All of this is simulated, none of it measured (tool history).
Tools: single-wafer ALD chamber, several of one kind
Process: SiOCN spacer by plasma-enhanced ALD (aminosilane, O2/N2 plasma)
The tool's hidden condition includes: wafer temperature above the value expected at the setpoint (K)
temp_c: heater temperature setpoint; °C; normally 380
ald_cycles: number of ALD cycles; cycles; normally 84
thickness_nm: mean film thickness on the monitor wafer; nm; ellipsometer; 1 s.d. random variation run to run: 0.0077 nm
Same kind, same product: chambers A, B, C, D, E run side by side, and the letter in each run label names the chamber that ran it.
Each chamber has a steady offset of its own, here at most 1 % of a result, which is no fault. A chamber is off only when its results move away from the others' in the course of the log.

run,hour,temp_c,ald_cycles,hours since the last thermocouple change,"read-back reference wafer on the same gauge, thickness_nm",thickness_nm
1D,9.5,380,84,989,4.8892,5.075
2B,18.4,380,84,168.5,4.8926,5.0802
3A,26.1,380,84,539.7,4.8925,5.0826
4C,35.9,380,84,1461.1,4.8958,5.1007
5E,42.5,380,84,484,4.895,5.0314
6E,49.4,380,84,490.9,4.8942,5.0385
7C,55.3,380,84,1480.5,4.895,5.0986
8A,63,386,84,576.6,4.8977,5.0885
9D,74.3,386,84,1053.8,4.8958,5.09
10B,80.7,386,84,230.8,4.8973,5.1054
11B,87.4,386,84,237.5,4.8991,5.1159
12A,98.5,386,84,612.1,4.8982,5.0804
13D,105.5,380,84,1085,4.9004,5.0832
14E,118.1,380,84,559.6,4.9,5.041
15C,124.6,380,84,1549.8,4.9024,5.1049
16E,134.3,380,84,575.8,4.9032,5.0608
17A,145.5,380,84,659.1,4.9029,5.1136
18B,158.5,380,84,308.6,4.9076,5.0845
19C,170.9,380,84,1596.1,4.9073,5.1138
20D,181.8,380,96,1161.3,4.9073,5.8084
21C,188.6,380,96,1613.8,4.9088,5.8439
22B,200.9,380,96,351,4.9083,5.8387
23D,211.6,380,96,1191.1,4.9106,5.8338
24A,221.6,380,96,735.2,4.9112,5.8579
25E,233.3,366,93,674.8,4.911,5.5884
26D,239.1,366,93,1218.6,4.9121,5.6427
27E,249.3,366,93,690.8,4.9137,5.5907
28B,262.2,366,93,412.3,4.915,5.6535
29C,267.9,366,93,1693.1,4.9169,5.6769
30A,274.1,380,84,787.7,4.9175,5.1108
31B,282.8,380,84,432.9,4.9159,5.1148
32D,293,380,84,1272.5,4.917,5.0955
33E,302.2,380,84,743.7,4.9202,5.062
34A,309.7,380,84,823.3,4.9194,5.1222

For the next run the whole fleet of 5 chambers uses the same settings. Give each chamber's results:
35A,319.1,380,84,,,?
35B,319.1,380,84,,,?
35C,319.1,380,84,,,?
35D,319.1,380,84,,,?
35E,319.1,380,84,,,?

run,thickness_nm
35A,5.1164
35B,5.1166
35C,5.1313
35D,5.106
35E,5.0575
